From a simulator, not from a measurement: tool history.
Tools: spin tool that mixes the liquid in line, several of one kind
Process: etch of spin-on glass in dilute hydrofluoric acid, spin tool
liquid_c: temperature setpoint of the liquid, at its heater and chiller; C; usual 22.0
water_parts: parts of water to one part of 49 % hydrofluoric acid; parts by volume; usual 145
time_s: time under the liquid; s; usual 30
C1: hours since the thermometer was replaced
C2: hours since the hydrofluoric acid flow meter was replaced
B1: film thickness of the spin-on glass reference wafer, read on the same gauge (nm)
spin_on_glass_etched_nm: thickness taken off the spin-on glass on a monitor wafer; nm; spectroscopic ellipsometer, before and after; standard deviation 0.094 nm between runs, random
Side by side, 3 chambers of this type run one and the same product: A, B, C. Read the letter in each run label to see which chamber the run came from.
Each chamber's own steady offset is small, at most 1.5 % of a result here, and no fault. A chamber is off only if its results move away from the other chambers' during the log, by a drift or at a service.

{"run": "1A", "hour": 6.8, "liquid_c": 22.0, "water_parts": 145, "time_s": 30, "C1": 1034.7, "C2": 576.7, "B1": 40.0, "spin_on_glass_etched_nm": 10.176}
{"run": "2B", "hour": 14.7, "liquid_c": 22.0, "water_parts": 145, "time_s": 30, "C1": 406.1, "C2": 173.2, "B1": 40.017, "spin_on_glass_etched_nm": 10.309}
{"run": "3C", "hour": 22.1, "liquid_c": 22.0, "water_parts": 145, "time_s": 30, "C1": 1722.2, "C2": 1191.9, "B1": 39.999, "spin_on_glass_etched_nm": 10.112}
{"run": "4C", "hour": 28.3, "liquid_c": 22.0, "water_parts": 145, "time_s": 30, "C1": 1728.4, "C2": 1198.1, "B1": 40.009, "spin_on_glass_etched_nm": 10.162}
{"run": "5B", "hour": 35.7, "liquid_c": 22.0, "water_parts": 145, "time_s": 30, "C1": 427.1, "C2": 194.2, "B1": 39.994, "spin_on_glass_etched_nm": 10.296}
{"run": "6A", "hour": 42.2, "liquid_c": 22.0, "water_parts": 145, "time_s": 30, "C1": 1070.1, "C2": 612.1, "B1": 40.022, "spin_on_glass_etched_nm": 10.677}
{"run": "7A", "hour": 47.7, "liquid_c": 22.0, "water_parts": 145, "time_s": 30, "C1": 1075.6, "C2": 617.6, "B1": 39.99, "spin_on_glass_etched_nm": 10.558}
{"run": "8C", "hour": 57.2, "liquid_c": 25.0, "water_parts": 145, "time_s": 30, "C1": 1757.3, "C2": 1227.0, "B1": 39.988, "spin_on_glass_etched_nm": 11.206}
{"run": "9B", "hour": 66.4, "liquid_c": 25.0, "water_parts": 145, "time_s": 30, "C1": 457.8, "C2": 224.9, "B1": 40.005, "spin_on_glass_etched_nm": 11.495}
{"run": "10B", "hour": 74.7, "liquid_c": 25.0, "water_parts": 145, "time_s": 30, "C1": 466.1, "C2": 233.2, "B1": 40.029, "spin_on_glass_etched_nm": 11.527}
{"run": "11C", "hour": 80.5, "liquid_c": 22.0, "water_parts": 145, "time_s": 30, "C1": 1780.6, "C2": 1250.3, "B1": 39.991, "spin_on_glass_etched_nm": 9.9114}
{"run": "12A", "hour": 87.9, "liquid_c": 24.5, "water_parts": 145, "time_s": 30, "C1": 1115.8, "C2": 657.8, "B1": 40.015, "spin_on_glass_etched_nm": 12.007}
{"run": "13A", "hour": 94.8, "liquid_c": 24.5, "water_parts": 145, "time_s": 30, "C1": 1122.7, "C2": 664.7, "B1": 39.974, "spin_on_glass_etched_nm": 11.998}
{"run": "14B", "hour": 104.0, "liquid_c": 24.5, "water_parts": 145, "time_s": 30, "C1": 495.4, "C2": 262.5, "B1": 40.002, "spin_on_glass_etched_nm": 11.093}
{"run": "15C", "hour": 109.7, "liquid_c": 22.0, "water_parts": 145, "time_s": 30, "C1": 1809.8, "C2": 1279.5, "B1": 39.985, "spin_on_glass_etched_nm": 10.001}
{"run": "16A", "hour": 114.6, "liquid_c": 22.0, "water_parts": 145, "time_s": 30, "C1": 1142.5, "C2": 684.5, "B1": 39.987, "spin_on_glass_etched_nm": 11.078}
{"run": "17B", "hour": 121.2, "liquid_c": 22.0, "water_parts": 145, "time_s": 30, "C1": 512.6, "C2": 279.7, "B1": 39.996, "spin_on_glass_etched_nm": 10.083}
{"run": "18C", "hour": 129.1, "liquid_c": 19.5, "water_parts": 120, "time_s": 30, "C1": 1829.2, "C2": 1298.9, "B1": 39.982, "spin_on_glass_etched_nm": 11.385}
{"run": "19B", "hour": 134.2, "liquid_c": 19.5, "water_parts": 120, "time_s": 30, "C1": 525.6, "C2": 292.7, "B1": 40.016, "spin_on_glass_etched_nm": 11.557}
{"run": "20A", "hour": 142.6, "liquid_c": 19.5, "water_parts": 120, "time_s": 30, "C1": 1170.5, "C2": 712.5, "B1": 39.992, "spin_on_glass_etched_nm": 12.728}

Predict what each chamber gives when all 3 of them run the settings below next.
{"run": "21A", "hour": 150.0, "liquid_c": 22.0, "water_parts": 145, "time_s": 50, "spin_on_glass_etched_nm": "?"}
{"run": "21B", "hour": 150.0, "liquid_c": 22.0, "water_parts": 145, "time_s": 50, "spin_on_glass_etched_nm": "?"}
{"run": "21C", "hour": 150.0, "liquid_c": 22.0, "water_parts": 145, "time_s": 50, "spin_on_glass_etched_nm": "?"}

run=21A spin_on_glass_etched_nm=18.9200
run=21B spin_on_glass_etched_nm=17.0380
run=21C spin_on_glass_etched_nm=16.9840
